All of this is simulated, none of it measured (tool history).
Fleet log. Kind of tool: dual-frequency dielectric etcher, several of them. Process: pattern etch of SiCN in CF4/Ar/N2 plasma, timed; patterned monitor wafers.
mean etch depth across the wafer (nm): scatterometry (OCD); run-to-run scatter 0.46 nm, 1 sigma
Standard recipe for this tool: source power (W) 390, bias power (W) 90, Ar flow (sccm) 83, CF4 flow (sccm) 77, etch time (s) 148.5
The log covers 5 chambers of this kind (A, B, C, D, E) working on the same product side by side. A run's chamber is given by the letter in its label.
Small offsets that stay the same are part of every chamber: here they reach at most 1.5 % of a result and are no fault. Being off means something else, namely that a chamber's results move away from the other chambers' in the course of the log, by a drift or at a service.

run   hour  source power (W)  bias power (W)  Ar flow (sccm)  CF4 flow (sccm)  etch time (s)  read-back reference wafer on the same gauge, depth_nm  mean etch depth across the wafer (nm)
 1E    5.4               390              90              83               77          148.5                                                 124.05                                 125.45
 2C    9.5               390              90              83               77          148.5                                                 124.03                                 126.49
 3D   13.4               390              90              83               77          148.5                                                 124.02                                 126.18
 4A   16.7               390              90              83               77          148.5                                                 124.03                                 129.02
 5B   19.7               390              90              83               77          148.5                                                 123.88                                 126.14
 6D   24.6               390              90              83               77          148.5                                                 124.05                                  127.1
 7B   29.7               390              90              83               77          148.5                                                 123.98                                 125.97
 8E   32.7               390              90              83               77          148.5                                                 124.03                                 125.93
 9C   38.1               390              90              83               77          148.5                                                 124.03                                 127.54
10A   41.7               390              90              83               77          148.5                                                 124.03                                 128.85
11C   44.8               390              90             102               86          148.5                                                 124.06                                 125.33
12B   48.6               390              90             102               86          148.5                                                  124.1                                 124.21
13D     54               390              90             102               86          148.5                                                 124.07                                 125.85
14E   56.7               390              90             102               86          148.5                                                 124.04                                 124.79
      60.5  -- chamber A: wet clean of the chamber
15A   60.7               390              90             102               86          148.5                                                 123.99                                 126.58
16E   63.5               390              90              83               77          148.5                                                    124                                 125.21
17A   66.7               390              90              83               77          148.5                                                 124.06                                 128.85
18C   69.9               390              90              83               77          148.5                                                 123.98                                 128.03
19B     75               390              90              83               77          148.5                                                 124.03                                 125.95
20D   80.1               390              90              83               77          148.5                                                 123.98                                 127.08
21C   84.8               390              90              83               77          148.5                                                 124.06                                 127.72
      88.6  -- chamber C: source power generator calibrated
22D   89.2               390              90              83               77          148.5                                                 124.09                                 127.42
23B   94.3               390              90              83               77          148.5                                                 123.88                                 125.82
24A   98.3               390              90              83               77          148.5                                                 123.98                                 128.02
      98.5  -- chamber C: wet clean of the chamber
25E  102.4               390              90              83               77          148.5                                                 123.91                                  125.9
26C  105.8               390              90              83               77          148.5                                                 124.08                                 132.03
27B  110.1               390              99              83               77          148.5                                                 123.88                                 129.23
28D  115.1               390              99              83               77          148.5                                                 123.95                                 131.81
29A  119.8               390              99              83               77          148.5                                                 124.01                                 132.63
30E  124.3               390              99              83               77          148.5                                                 123.95                                 129.82
31E    127               390              99              83               77          148.5                                                 124.01                                 130.17
32D    132               390              90              83               77          148.5                                                 123.94                                 127.38
33A  135.1               390              90              83               77          148.5                                                 123.96                                 127.92
34C  138.7               390              90              83               77          148.5                                                 123.97                                 132.99
35B  141.7               390              90              83               77          148.5                                                 123.99                                 125.36
36E  145.4               330              90              83               77          148.5                                                 124.07                                 108.75
37D  149.8               330              90              83               77          148.5                                                  124.1                                 110.63
38B  152.3               330              90              83               77          148.5                                                 123.96                                 108.66
39C  157.8               330              90              83               77          148.5                                                 124.12                                 113.71
40A  162.4               330              90              83               77          148.5                                                 124.04                                 110.33

The same settings go to every chamber for the next run, one line per chamber below. Forecast the results for each:
41A  166.3               390              90              83               77          148.5                                                                                             ?
41B  166.3               390              90              83               77          148.5                                                                                             ?
41C  166.3               390              90              83               77          148.5                                                                                             ?
41D  166.3               390              90              83               77          148.5                                                                                             ?
41E  166.3               390              90              83               77          148.5                                                                                             ?

run  mean etch depth across the wafer (nm)
41A                                 128.49
41B                                 125.69
41C                                 131.93
41D                                  126.2
41E                                  126.4
